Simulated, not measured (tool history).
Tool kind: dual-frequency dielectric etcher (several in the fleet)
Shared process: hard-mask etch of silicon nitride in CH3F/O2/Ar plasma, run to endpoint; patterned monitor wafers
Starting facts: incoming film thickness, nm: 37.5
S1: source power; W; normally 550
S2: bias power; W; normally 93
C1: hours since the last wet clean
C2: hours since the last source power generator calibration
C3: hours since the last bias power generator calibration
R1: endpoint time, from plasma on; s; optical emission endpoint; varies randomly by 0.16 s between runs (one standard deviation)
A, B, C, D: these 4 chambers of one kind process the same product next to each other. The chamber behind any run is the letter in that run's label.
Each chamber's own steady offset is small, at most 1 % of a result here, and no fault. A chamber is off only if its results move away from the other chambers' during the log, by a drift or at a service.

{"run": "1A", "day": 0.117, "S1": 550, "S2": 93, "C1": 35.2, "C2": 2592.6, "C3": 1277.1, "R1": 43.75}
{"run": "2D", "day": 0.238, "S1": 550, "S2": 93, "C1": 306.2, "C2": 2967, "C3": 1729.1, "R1": 44.153}
{"run": "3B", "day": 0.425, "S1": 550, "S2": 93, "C1": 272.2, "C2": 190.3, "C3": 1882.7, "R1": 43.793}
{"run": "4C", "day": 0.55, "S1": 550, "S2": 93, "C1": 188.8, "C2": 1931.3, "C3": 3862.1, "R1": 44.551}
{"run": "5C", "day": 0.638, "S1": 550, "S2": 93, "C1": 190.9, "C2": 1933.4, "C3": 3864.2, "R1": 44.494}
{"run": "6D", "day": 0.796, "S1": 550, "S2": 93, "C1": 319.6, "C2": 2980.4, "C3": 1742.5, "R1": 43.824}
{"run": "7B", "day": 0.929, "S1": 550, "S2": 93, "C1": 284.3, "C2": 202.4, "C3": 1894.8, "R1": 44.117}
{"run": "8A", "day": 1.042, "S1": 550, "S2": 93, "C1": 57.4, "C2": 2614.8, "C3": 1299.3, "R1": 43.809}
{"run": "9B", "day": 1.171, "S1": 550, "S2": 93, "C1": 290.1, "C2": 208.2, "C3": 1900.6, "R1": 43.697}
{"run": "10A", "day": 1.325, "S1": 550, "S2": 93, "C1": 64.2, "C2": 2621.6, "C3": 1306.1, "R1": 44.163}
{"run": "11C", "day": 1.408, "S1": 550, "S2": 93, "C1": 209.4, "C2": 1951.9, "C3": 3882.7, "R1": 44.225}
{"run": "12D", "day": 1.588, "S1": 550, "S2": 93, "C1": 338.6, "C2": 2999.4, "C3": 1761.5, "R1": 44.143}
{"run": "13C", "day": 1.771, "S1": 550, "S2": 85, "C1": 218.1, "C2": 1960.6, "C3": 3891.4, "R1": 45.477}
{"run": "14D", "day": 1.929, "S1": 550, "S2": 85, "C1": 346.8, "C2": 3007.6, "C3": 1769.7, "R1": 45.084}
{"run": "15B", "day": 2.062, "S1": 550, "S2": 85, "C1": 311.5, "C2": 229.6, "C3": 1922, "R1": 45.589}
{"run": "16A", "day": 2.183, "S1": 550, "S2": 85, "C1": 84.8, "C2": 2642.2, "C3": 1326.7, "R1": 45.228}
{"run": "17D", "day": 2.362, "S1": 550, "S2": 93, "C1": 357.2, "C2": 3018, "C3": 1780.1, "R1": 43.956}
{"run": "18B", "day": 2.512, "S1": 550, "S2": 93, "C1": 322.3, "C2": 240.4, "C3": 1932.8, "R1": 44.076}
{"day": 2.6, "done": "chamber D: wet clean of the chamber"}
{"run": "19C", "day": 2.667, "S1": 550, "S2": 93, "C1": 239.6, "C2": 1982.1, "C3": 3912.9, "R1": 44.344}
{"run": "20A", "day": 2.838, "S1": 550, "S2": 93, "C1": 100.5, "C2": 2657.9, "C3": 1342.4, "R1": 43.634}
{"run": "21A", "day": 2.971, "S1": 550, "S2": 93, "C1": 103.7, "C2": 2661.1, "C3": 1345.6, "R1": 43.587}
{"run": "22D", "day": 3.112, "S1": 550, "S2": 93, "C1": 12.3, "C2": 3036, "C3": 1798.1, "R1": 42.4}
{"run": "23C", "day": 3.275, "S1": 550, "S2": 93, "C1": 254.2, "C2": 1996.7, "C3": 3927.5, "R1": 44.209}
{"run": "24B", "day": 3.467, "S1": 550, "S2": 93, "C1": 345.2, "C2": 263.3, "C3": 1955.7, "R1": 43.936}
{"run": "25C", "day": 3.621, "S1": 630, "S2": 93, "C1": 262.5, "C2": 2005, "C3": 3935.8, "R1": 42.279}
{"run": "26D", "day": 3.708, "S1": 630, "S2": 93, "C1": 26.6, "C2": 3050.3, "C3": 1812.4, "R1": 40.114}
{"run": "27B", "day": 3.875, "S1": 630, "S2": 93, "C1": 355, "C2": 273.1, "C3": 1965.5, "R1": 41.888}
{"run": "28A", "day": 4.004, "S1": 630, "S2": 93, "C1": 128.5, "C2": 2685.9, "C3": 1370.4, "R1": 41.355}
{"run": "29D", "day": 4.129, "S1": 500, "S2": 75, "C1": 36.7, "C2": 3060.4, "C3": 1822.5, "R1": 47.238}
{"run": "30C", "day": 4.246, "S1": 500, "S2": 75, "C1": 277.5, "C2": 2020, "C3": 3950.8, "R1": 49.585}

Read the log: is a single chamber off, either drifting away or since a service, is the gauge that measures every chamber drifting, or is nothing wrong beyond small per-chamber offsets? Name any odd chamber and what most likely caused it.

A service on chamber D put it out of line with the rest.
What lies behind it: etch rate over this chamber's usual, % = 3.81.

Here are 4 candidates for chamber D's next run, each the usual settings with a change, their results left as question marks. Which one brings its results back in line with what the others give on the usual settings?
Allowed miss from the other chambers' usual-settings mean, per result, to count as in line: R1 0.57 s
{"run": "31D-1", "day": 4.383, "S1": 580, "S2": 98, "R1": "?"}
{"run": "31D-2", "day": 4.383, "S1": 520, "S2": 88, "R1": "?"}
{"run": "31D-3", "day": 4.383, "S1": 540, "S2": 91, "R1": "?"}
{"run": "31D-4", "day": 4.383, "S1": 560, "S2": 95, "R1": "?"}

Mean of the other chambers on the usual settings: R1 44.017 s
run=31D-1 R1=40.664
run=31D-2 R1=44.03
run=31D-3 R1=42.893
run=31D-4 R1=41.666
The answer is 31D-2, which returns the chamber to within the allowed miss of the others.
